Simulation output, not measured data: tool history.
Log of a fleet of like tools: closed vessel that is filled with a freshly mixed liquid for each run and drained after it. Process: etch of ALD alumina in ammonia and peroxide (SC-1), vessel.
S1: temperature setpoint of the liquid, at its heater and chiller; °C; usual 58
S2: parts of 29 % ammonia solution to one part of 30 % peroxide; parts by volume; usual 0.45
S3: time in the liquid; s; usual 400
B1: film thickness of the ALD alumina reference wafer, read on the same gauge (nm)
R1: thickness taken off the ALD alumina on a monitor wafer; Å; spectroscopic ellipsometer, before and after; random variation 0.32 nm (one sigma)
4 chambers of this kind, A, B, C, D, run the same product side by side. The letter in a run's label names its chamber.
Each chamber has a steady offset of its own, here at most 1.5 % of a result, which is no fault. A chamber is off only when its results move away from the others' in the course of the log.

run   hour    S1    S2   S3      B1      R1
 1C    9.3    58  0.45  400  99.986  444.98
 2A   23.7    58  0.45  400  99.983  433.87
 3D   36.6    58  0.45  400  100.03  432.27
 4B   48.4    58  0.45  400  99.988  431.64
 5A   56.3    58   0.6  400  99.996  440.99
 6D     68    58   0.6  400     100  449.89
 7C   78.2    58   0.6  400  100.02  451.17
 8B   85.2    58   0.6  400  100.04  448.61
 9B     92    58  0.45  400  99.986  430.03
10A  102.8    58  0.45  400  99.956  420.71
11C  109.5    58  0.45  280  100.03  307.16
12D  117.3    58  0.45  280  100.04  306.99
13B  129.9    58  0.45  280  99.959   301.2
     130.9  -- chamber C: new drum of ammonia solution connected
14A  142.2    58  0.45  280  99.961  290.01
15C  152.1  48.5  0.45  400     100  263.72
16D  159.7  48.5  0.45  400  100.02  261.64
17C  171.2  48.5  0.45  400     100  263.39
18D    179  48.5  0.45  400  99.971  262.68
19B  193.6    58  0.45  400  99.976  437.05
20A  202.9    58  0.45  400  99.977  410.47
21B    217    58  0.45  400  100.03  432.53
22C  231.2    58  0.45  400     100  441.51
23A  242.3    58   0.4  400  100.02   396.9
24D  253.6    58   0.4  400  99.986  430.52

What goes on in this fleet: one chamber off, a drifting gauge, or nothing beyond the chambers' own small offsets? Name the chamber and the cause, if any.

Chamber A drifts away from the others.
Cause: liquid colder than its thermometer reads (K) = 1.62.

Here are 4 candidates for chamber A's next run, each the usual settings with a change, their results left as question marks. Which one brings its results back in line with what the others give on the usual settings?
In line means no further than this from the other chambers' mean on the usual settings: R1 11 Å
25A-1  264.1    58  0.45  435       ?
25A-2  264.1    59  0.45  435       ?
25A-3  264.1  55.5  0.45  400       ?
25A-4  264.1    58  0.45  365       ?

The other chambers' mean on the usual settings: R1 436.15 Å
  run      R1
25A-1  430.83
25A-2  454.03
25A-3   347.1
25A-4   361.5
25A-1 brings the chamber back in line.
